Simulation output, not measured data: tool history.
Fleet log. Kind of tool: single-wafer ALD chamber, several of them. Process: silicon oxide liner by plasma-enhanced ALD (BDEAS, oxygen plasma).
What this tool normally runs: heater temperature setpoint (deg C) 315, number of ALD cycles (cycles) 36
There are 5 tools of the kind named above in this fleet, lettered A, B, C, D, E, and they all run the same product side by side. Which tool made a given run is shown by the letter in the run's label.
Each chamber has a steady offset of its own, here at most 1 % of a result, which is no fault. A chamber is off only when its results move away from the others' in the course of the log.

run   hour  heater temperature setpoint (deg C)  number of ALD cycles (cycles)  hours since the last thermocouple change  read-back reference wafer on the same gauge, thickness_nm  mean film thickness on the monitor wafer (nm)
 1B   10.4                                  315                             36                                    1293.7                                                     3.0594                                         3.2567
 2A   20.1                                  315                             36                                    1293.5                                                     3.0594                                         3.2848
 3C   28.7                                  315                             36                                    1077.9                                                     3.0584                                         3.2811
 4E   40.4                                  315                             36                                    1468.5                                                     3.0581                                         3.2699
 5D   51.8                                  315                             36                                      2221                                                      3.058                                         3.2776
 6D   57.7                                  315                             36                                    2226.9                                                     3.0556                                         3.2779
 7C   63.2                                  315                             36                                    1112.4                                                     3.0561                                         3.2745
 8E   70.7                                  315                             36                                    1498.8                                                      3.057                                         3.2722
 9B   82.4                                  315                             36                                    1365.7                                                     3.0567                                         3.2504
10A   93.5                                  315                             36                                    1366.9                                                     3.0542                                         3.2804
11E  102.7                                  315                             36                                    1530.8                                                     3.0541                                         3.2634
12B  110.7                                  315                             36                                      1394                                                     3.0529                                         3.2473
13C  118.6                                  324                             42                                    1167.8                                                      3.054                                         3.7804
14A  130.7                                  324                             42                                    1404.1                                                     3.0536                                         3.7771
15D  139.9                                  324                             42                                    2309.1                                                     3.0526                                         3.7753
16D  148.7                                  324                             42                                    2317.9                                                     3.0514                                         3.7706
17C  157.3                                  324                             42                                    1206.5                                                     3.0506                                         3.7707
18A  163.6                                  315                             36                                      1437                                                     3.0514                                         3.2771
19B  171.7                                  315                             36                                      1455                                                     3.0509                                         3.2473
20E  179.4                                  315                             36                                    1607.5                                                     3.0505                                         3.2645
21A  186.1                                  315                             36                                    1459.5                                                     3.0491                                         3.2779
     189.2  -- chamber E: thermocouple changed; heater temperature recalibrated
22C  191.8                                  315                             36                                      1241                                                     3.0497                                         3.2694
23D  201.2                                  327                             32                                    2370.4                                                     3.0494                                           2.86
24E  208.3                                  327                             32                                      19.1                                                     3.0482                                         2.8495
25B  215.1                                  327                             32                                    1498.4                                                     3.0484                                         2.8392
26D  221.9                                  327                             32                                    2391.1                                                     3.0487                                         2.8592
27A  229.1                                  327                             32                                    1502.5                                                      3.047                                         2.8597
28E  234.4                                  315                             36                                      45.2                                                      3.047                                         3.2629
     245.3  -- chamber C: thermocouple changed; heater temperature recalibrated
29B  246.4                                  315                             36                                    1529.7                                                     3.0459                                         3.2365
     250.7  -- chamber A: thermocouple changed; heater temperature recalibrated
30C  251.8                                  315                             33                                       6.6                                                     3.0469                                         2.9934
31C  261.7                                  315                             33                                      16.5                                                     3.0453                                         2.9892
32D  268.1                                  315                             33                                    2437.3                                                     3.0455                                         2.9949
33A  273.6                                  315                             33                                      22.9                                                     3.0448                                         2.9863
34B  285.8                                  315                             33                                    1569.1                                                     3.0435                                         2.9798
35E  294.3                                  315                             36                                     105.1                                                     3.0434                                         3.2675
36C  300.3                                  303                             41                                      55.1                                                     3.0445                                         3.7863
37A  310.2                                  303                             41                                      59.5                                                     3.0439                                         3.7748
38B  321.7                                  303                             41                                      1605                                                     3.0425                                         3.7617
39D  331.7                                  303                             41                                    2500.9                                                     3.0408                                         3.7864

All chambers now run identical settings, listed one chamber a line with results as question marks. What results will each chamber show?
40A  340.6                                  315                             36                                                                                                                                                   ?
40B  340.6                                  315                             36                                                                                                                                                   ?
40C  340.6                                  315                             36                                                                                                                                                   ?
40D  340.6                                  315                             36                                                                                                                                                   ?
40E  340.6                                  315                             36                                                                                                                                                   ?

run  mean film thickness on the monitor wafer (nm)
40A                                         3.2646
40B                                         3.2345
40C                                         3.2654
40D                                         3.2733
40E                                         3.2616
